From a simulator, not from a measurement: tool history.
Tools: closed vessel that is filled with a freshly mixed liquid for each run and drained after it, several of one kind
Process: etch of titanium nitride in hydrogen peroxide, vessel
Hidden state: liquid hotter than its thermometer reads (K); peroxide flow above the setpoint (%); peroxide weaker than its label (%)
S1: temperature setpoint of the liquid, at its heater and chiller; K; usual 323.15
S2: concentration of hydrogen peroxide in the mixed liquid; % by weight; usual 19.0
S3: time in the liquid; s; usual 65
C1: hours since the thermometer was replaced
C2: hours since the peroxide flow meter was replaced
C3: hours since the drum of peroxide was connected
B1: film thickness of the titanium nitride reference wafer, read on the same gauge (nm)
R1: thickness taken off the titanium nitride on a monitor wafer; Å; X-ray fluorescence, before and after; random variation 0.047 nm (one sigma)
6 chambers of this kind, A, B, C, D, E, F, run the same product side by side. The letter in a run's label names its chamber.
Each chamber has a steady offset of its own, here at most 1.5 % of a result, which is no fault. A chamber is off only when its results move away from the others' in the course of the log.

{"hour": 3.6, "done": "chamber B: new drum of peroxide connected"}
{"run": "1B", "hour": 5.3, "S1": 323.15, "S2": 19.0, "S3": 65, "C1": 1101.7, "C2": 507.8, "C3": 1.8, "B1": 130.0, "R1": 51.316}
{"run": "2D", "hour": 10.4, "S1": 323.15, "S2": 19.0, "S3": 65, "C1": 326.3, "C2": 70.2, "C3": 254.0, "B1": 129.95, "R1": 52.392}
{"run": "3A", "hour": 16.9, "S1": 323.15, "S2": 19.0, "S3": 65, "C1": 1473.2, "C2": 1253.2, "C3": 235.9, "B1": 130.02, "R1": 51.321}
{"run": "4E", "hour": 23.6, "S1": 323.15, "S2": 19.0, "S3": 65, "C1": 472.2, "C2": 1098.7, "C3": 33.0, "B1": 130.04, "R1": 50.921}
{"run": "5C", "hour": 30.7, "S1": 323.15, "S2": 19.0, "S3": 65, "C1": 361.9, "C2": 713.2, "C3": 513.4, "B1": 130.01, "R1": 51.194}
{"run": "6F", "hour": 35.8, "S1": 319.65, "S2": 19.0, "S3": 65, "C1": 408.0, "C2": 1173.0, "C3": 214.1, "B1": 130.0, "R1": 39.365}
{"run": "7F", "hour": 41.3, "S1": 319.65, "S2": 19.0, "S3": 65, "C1": 413.5, "C2": 1178.5, "C3": 219.6, "B1": 129.98, "R1": 39.279}
{"run": "8A", "hour": 46.4, "S1": 319.65, "S2": 19.0, "S3": 65, "C1": 1502.7, "C2": 1282.7, "C3": 265.4, "B1": 129.99, "R1": 39.849}
{"run": "9C", "hour": 52.0, "S1": 319.65, "S2": 19.0, "S3": 65, "C1": 383.2, "C2": 734.5, "C3": 534.7, "B1": 129.98, "R1": 39.369}
{"hour": 52.9, "done": "chamber E: peroxide flow meter replaced"}
{"run": "10E", "hour": 56.2, "S1": 319.65, "S2": 19.0, "S3": 65, "C1": 504.8, "C2": 3.4, "C3": 65.6, "B1": 130.0, "R1": 39.654}
{"run": "11D", "hour": 59.8, "S1": 319.65, "S2": 19.0, "S3": 65, "C1": 375.7, "C2": 119.6, "C3": 303.4, "B1": 129.99, "R1": 40.131}
{"run": "12B", "hour": 64.9, "S1": 323.15, "S2": 19.0, "S3": 65, "C1": 1161.3, "C2": 567.4, "C3": 61.4, "B1": 129.96, "R1": 51.636}
{"run": "13A", "hour": 71.8, "S1": 323.15, "S2": 19.0, "S3": 65, "C1": 1528.1, "C2": 1308.1, "C3": 290.8, "B1": 130.03, "R1": 51.858}
{"run": "14D", "hour": 75.8, "S1": 323.15, "S2": 19.0, "S3": 65, "C1": 391.7, "C2": 135.6, "C3": 319.4, "B1": 130.0, "R1": 52.552}
{"run": "15B", "hour": 81.0, "S1": 323.15, "S2": 19.0, "S3": 65, "C1": 1177.4, "C2": 583.5, "C3": 77.5, "B1": 129.99, "R1": 52.144}
{"run": "16F", "hour": 88.1, "S1": 323.15, "S2": 19.0, "S3": 65, "C1": 460.3, "C2": 1225.3, "C3": 266.4, "B1": 130.02, "R1": 52.894}
{"run": "17C", "hour": 91.7, "S1": 323.15, "S2": 19.0, "S3": 65, "C1": 422.9, "C2": 774.2, "C3": 574.4, "B1": 129.95, "R1": 51.096}
{"run": "18E", "hour": 95.2, "S1": 323.15, "S2": 22.5, "S3": 65, "C1": 543.8, "C2": 42.4, "C3": 104.6, "B1": 129.97, "R1": 53.083}
{"run": "19D", "hour": 99.4, "S1": 323.15, "S2": 22.5, "S3": 65, "C1": 415.3, "C2": 159.2, "C3": 343.0, "B1": 130.01, "R1": 54.302}
{"run": "20A", "hour": 104.0, "S1": 323.15, "S2": 22.5, "S3": 65, "C1": 1560.3, "C2": 1340.3, "C3": 323.0, "B1": 129.98, "R1": 53.492}
{"run": "21C", "hour": 109.9, "S1": 323.15, "S2": 22.5, "S3": 65, "C1": 441.1, "C2": 792.4, "C3": 592.6, "B1": 130.01, "R1": 52.795}
{"run": "22E", "hour": 113.9, "S1": 323.15, "S2": 22.5, "S3": 65, "C1": 562.5, "C2": 61.1, "C3": 123.3, "B1": 130.0, "R1": 53.202}
{"run": "23B", "hour": 117.6, "S1": 323.15, "S2": 22.5, "S3": 65, "C1": 1214.0, "C2": 620.1, "C3": 114.1, "B1": 129.98, "R1": 52.197}
{"run": "24F", "hour": 122.9, "S1": 323.15, "S2": 19.0, "S3": 65, "C1": 495.1, "C2": 1260.1, "C3": 301.2, "B1": 130.0, "R1": 53.578}
{"hour": 125.9, "done": "chamber F: peroxide flow meter replaced"}
{"run": "25E", "hour": 129.7, "S1": 323.15, "S2": 19.0, "S3": 65, "C1": 578.3, "C2": 76.9, "C3": 139.1, "B1": 129.98, "R1": 51.436}
{"run": "26F", "hour": 136.1, "S1": 323.15, "S2": 19.0, "S3": 65, "C1": 508.3, "C2": 10.3, "C3": 314.4, "B1": 130.01, "R1": 53.403}
{"run": "27B", "hour": 141.7, "S1": 323.15, "S2": 19.0, "S3": 65, "C1": 1238.1, "C2": 644.2, "C3": 138.2, "B1": 130.02, "R1": 51.664}
{"run": "28C", "hour": 148.5, "S1": 323.15, "S2": 19.0, "S3": 65, "C1": 479.7, "C2": 831.0, "C3": 631.2, "B1": 129.99, "R1": 50.38}
{"run": "29D", "hour": 154.2, "S1": 316.65, "S2": 19.0, "S3": 90, "C1": 470.1, "C2": 214.0, "C3": 397.8, "B1": 130.01, "R1": 45.083}
{"run": "30A", "hour": 157.8, "S1": 316.65, "S2": 19.0, "S3": 90, "C1": 1614.1, "C2": 1394.1, "C3": 376.8, "B1": 130.01, "R1": 43.977}
{"run": "31F", "hour": 160.9, "S1": 316.65, "S2": 19.0, "S3": 90, "C1": 533.1, "C2": 35.1, "C3": 339.2, "B1": 130.0, "R1": 46.52}
{"run": "32A", "hour": 164.6, "S1": 316.65, "S2": 19.0, "S3": 90, "C1": 1620.9, "C2": 1400.9, "C3": 383.6, "B1": 130.02, "R1": 43.913}
{"run": "33C", "hour": 169.6, "S1": 316.65, "S2": 19.0, "S3": 90, "C1": 500.8, "C2": 852.1, "C3": 652.3, "B1": 130.0, "R1": 43.549}
{"run": "34B", "hour": 176.1, "S1": 316.65, "S2": 19.0, "S3": 90, "C1": 1272.5, "C2": 678.6, "C3": 172.6, "B1": 130.01, "R1": 43.555}
{"run": "35E", "hour": 182.7, "S1": 323.15, "S2": 19.0, "S3": 65, "C1": 631.3, "C2": 129.9, "C3": 192.1, "B1": 130.0, "R1": 51.091}
{"run": "36D", "hour": 188.5, "S1": 323.15, "S2": 15.0, "S3": 65, "C1": 504.4, "C2": 248.3, "C3": 432.1, "B1": 129.99, "R1": 49.802}
{"run": "37A", "hour": 194.9, "S1": 323.15, "S2": 15.0, "S3": 65, "C1": 1651.2, "C2": 1431.2, "C3": 413.9, "B1": 129.99, "R1": 48.682}
{"run": "38D", "hour": 200.1, "S1": 323.15, "S2": 15.0, "S3": 65, "C1": 516.0, "C2": 259.9, "C3": 443.7, "B1": 130.02, "R1": 49.535}
{"run": "39C", "hour": 204.1, "S1": 323.15, "S2": 15.0, "S3": 65, "C1": 535.3, "C2": 886.6, "C3": 686.8, "B1": 130.04, "R1": 47.78}
{"run": "40F", "hour": 209.0, "S1": 323.15, "S2": 15.0, "S3": 65, "C1": 581.2, "C2": 83.2, "C3": 387.3, "B1": 129.97, "R1": 53.222}
{"run": "41B", "hour": 215.2, "S1": 323.15, "S2": 15.0, "S3": 65, "C1": 1311.6, "C2": 717.7, "C3": 211.7, "B1": 129.95, "R1": 48.798}
{"run": "42E", "hour": 221.9, "S1": 323.15, "S2": 19.0, "S3": 65, "C1": 670.5, "C2": 169.1, "C3": 231.3, "B1": 130.01, "R1": 51.373}
{"run": "43D", "hour": 228.8, "S1": 323.15, "S2": 19.0, "S3": 65, "C1": 544.7, "C2": 288.6, "C3": 472.4, "B1": 130.03, "R1": 52.47}
{"run": "44A", "hour": 234.6, "S1": 323.15, "S2": 19.0, "S3": 65, "C1": 1690.9, "C2": 1470.9, "C3": 453.6, "B1": 129.97, "R1": 50.682}

Is one chamber off against the others, does the gauge drift, or is nothing wrong? If a chamber is off, say which, and what the likeliest cause is.

Chamber F drifts away from the others.
Cause: liquid hotter than its thermometer reads (K) = 1.38.

Here are 4 candidates for chamber F's next run, each the usual settings with a change, their results left as question marks. Which one brings its results back in line with what the others give on the usual settings?
In line means no further than this from the other chambers' mean on the usual settings: R1 1.600 Å
{"run": "45F-1", "hour": 239.7, "S1": 324.65, "S2": 19.0, "S3": 70, "R1": "?"}
{"run": "45F-2", "hour": 239.7, "S1": 324.65, "S2": 19.0, "S3": 65, "R1": "?"}
{"run": "45F-3", "hour": 239.7, "S1": 323.15, "S2": 12.0, "S3": 65, "R1": "?"}
{"run": "45F-4", "hour": 239.7, "S1": 321.65, "S2": 19.0, "S3": 60, "R1": "?"}

The other chambers' mean on the usual settings: R1 51.370 Å
run=45F-1 R1=68.393
run=45F-2 R1=63.507
run=45F-3 R1=51.706
run=45F-4 R1=47.220
45F-3 brings the chamber back in line.
